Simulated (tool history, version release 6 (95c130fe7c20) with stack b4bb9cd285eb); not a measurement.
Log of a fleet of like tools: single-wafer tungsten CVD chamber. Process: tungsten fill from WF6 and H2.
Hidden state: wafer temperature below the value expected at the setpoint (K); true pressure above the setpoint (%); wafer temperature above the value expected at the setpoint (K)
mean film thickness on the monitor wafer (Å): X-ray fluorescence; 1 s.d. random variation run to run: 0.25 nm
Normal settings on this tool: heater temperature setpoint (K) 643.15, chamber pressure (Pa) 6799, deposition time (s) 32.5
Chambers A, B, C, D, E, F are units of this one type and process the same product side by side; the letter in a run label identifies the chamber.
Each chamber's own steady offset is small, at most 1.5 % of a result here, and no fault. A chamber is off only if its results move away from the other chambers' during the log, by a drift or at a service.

| run | day | heater temperature setpoint (K) | chamber pressure (Pa) | deposition time (s) | hours since the last thermocouple change | hours since the last manometer calibration | read-back reference wafer on the same gauge, thickness_nm | mean film thickness on the monitor wafer (Å) |
|---|---|---|---|---|---|---|---|---|
| 1D | 0.258 | 643.15 | 6799 | 32.5 | 801 | 498.7 | 61.062 | 670 |
| 2C | 0.542 | 643.15 | 6799 | 32.5 | 213.3 | 1819.4 | 61.126 | 676.29 |
| 3A | 0.783 | 643.15 | 6799 | 32.5 | 477.5 | 1702.1 | 61.138 | 673.84 |
| 4B | 1.067 | 643.15 | 6799 | 32.5 | 669.6 | 1017.9 | 61.094 | 675.46 |
| 5E | 1.254 | 643.15 | 6799 | 32.5 | 44.3 | 1843.9 | 61.096 | 668.26 |
| 6F | 1.546 | 643.15 | 6799 | 32.5 | 439.5 | 1212 | 61.094 | 672.51 |
| 7F | 1.733 | 643.15 | 6799 | 32.5 | 444 | 1216.5 | 61.103 | 669.18 |
| 8A | 2.025 | 643.15 | 6799 | 32.5 | 507.3 | 1731.9 | 61.1 | 672.51 |
| 9C | 2.2 | 643.15 | 6799 | 32.5 | 253.1 | 1859.2 | 61.001 | 671.77 |
| 10E | 2.342 | 643.15 | 6799 | 32.5 | 70.4 | 1870 | 61.081 | 669.63 |
| 11D | 2.475 | 653.15 | 7639 | 32.5 | 854.2 | 551.9 | 61.102 | 867.2 |
| 12B | 2.646 | 653.15 | 7639 | 32.5 | 707.5 | 1055.8 | 61.147 | 872.58 |
| 13E | 2.792 | 653.15 | 7639 | 32.5 | 81.2 | 1880.8 | 61.099 | 860.85 |
| 14F | 2.962 | 653.15 | 7639 | 32.5 | 473.5 | 1246 | 61.096 | 876.31 |
| 15A | 3.104 | 653.15 | 7639 | 32.5 | 533.2 | 1757.8 | 61.054 | 873.67 |
| 16C | 3.342 | 653.15 | 7639 | 32.5 | 280.5 | 1886.6 | 61.049 | 871.27 |
| 17B | 3.479 | 643.15 | 6799 | 32.5 | 727.5 | 1075.8 | 61.05 | 667.69 |
| 18D | 3.771 | 637.15 | 5373 | 32.5 | 885.3 | 583 | 61.076 | 528.48 |
| 19F | 4 | 637.15 | 5373 | 32.5 | 498.4 | 1270.9 | 61.089 | 530.18 |
| 20D | 4.221 | 637.15 | 5373 | 32.5 | 896.1 | 593.8 | 61.151 | 526.63 |
| 21B | 4.504 | 637.15 | 5373 | 32.5 | 752.1 | 1100.4 | 61.138 | 524.26 |
| 22C | 4.667 | 637.15 | 5373 | 32.5 | 312.3 | 1918.4 | 61.073 | 529.71 |
| 23A | 4.917 | 637.15 | 5373 | 32.5 | 576.7 | 1801.3 | 61.08 | 530.6 |
| 24E | 5.179 | 643.15 | 6799 | 32.5 | 138.5 | 1938.1 | 61.063 | 666.03 |
| 25A | 5.438 | 643.15 | 6799 | 32.5 | 589.2 | 1813.8 | 61.129 | 673.88 |
| 26F | 5.658 | 643.15 | 6799 | 32.5 | 538.2 | 1310.7 | 61.1 | 672.31 |
| 27E | 5.833 | 643.15 | 6799 | 32.5 | 154.2 | 1953.8 | 61.059 | 667.56 |
| 28D | 6.012 | 643.15 | 6799 | 32.5 | 939.1 | 636.8 | 61.159 | 669.21 |
| 29B | 6.267 | 643.15 | 6799 | 32.5 | 794.4 | 1142.7 | 61.15 | 659.97 |
| 30C | 6.55 | 643.15 | 6799 | 32.5 | 357.5 | 1963.6 | 61.133 | 671.66 |
| 31A | 6.708 | 643.15 | 6799 | 32.5 | 619.7 | 1844.3 | 61.14 | 670.91 |
| 32B | 6.904 | 643.15 | 6799 | 32.5 | 809.7 | 1158 | 61.126 | 660.91 |
| 33C | 7.071 | 643.15 | 6799 | 32.5 | 370 | 1976.1 | 61.135 | 677.69 |
| 34E | 7.371 | 643.15 | 6799 | 32.5 | 191.1 | 1990.7 | 61.042 | 668.35 |
| 35D | 7.538 | 649.15 | 6799 | 35.9 | 975.7 | 673.4 | 61.107 | 837.95 |
| 36F | 7.833 | 649.15 | 6799 | 35.9 | 590.4 | 1362.9 | 61.116 | 839.49 |
| 37C | 8.033 | 649.15 | 6799 | 35.9 | 393.1 | 1999.2 | 61.156 | 843.46 |
| 38D | 8.321 | 649.15 | 6799 | 35.9 | 994.5 | 692.2 | 61.115 | 842.94 |
| 39F | 8.546 | 649.15 | 6799 | 35.9 | 607.5 | 1380 | 61.155 | 839.26 |
| 40A | 8.679 | 649.15 | 6799 | 35.9 | 667 | 1891.6 | 61.048 | 843.32 |

Next, all 6 chambers run the settings below, one line each with question marks for the results. What does each chamber give?
| 41A | 8.896 | 643.15 | 6799 | 32.5 |  |  |  | ? |
| 41B | 8.896 | 643.15 | 6799 | 32.5 |  |  |  | ? |
| 41C | 8.896 | 643.15 | 6799 | 32.5 |  |  |  | ? |
| 41D | 8.896 | 643.15 | 6799 | 32.5 |  |  |  | ? |
| 41E | 8.896 | 643.15 | 6799 | 32.5 |  |  |  | ? |
| 41F | 8.896 | 643.15 | 6799 | 32.5 |  |  |  | ? |

| run | mean film thickness on the monitor wafer (Å) |
|---|---|
| 41A | 670.41 |
| 41B | 649.18 |
| 41C | 679.93 |
| 41D | 664.14 |
| 41E | 671.12 |
| 41F | 672.83 |
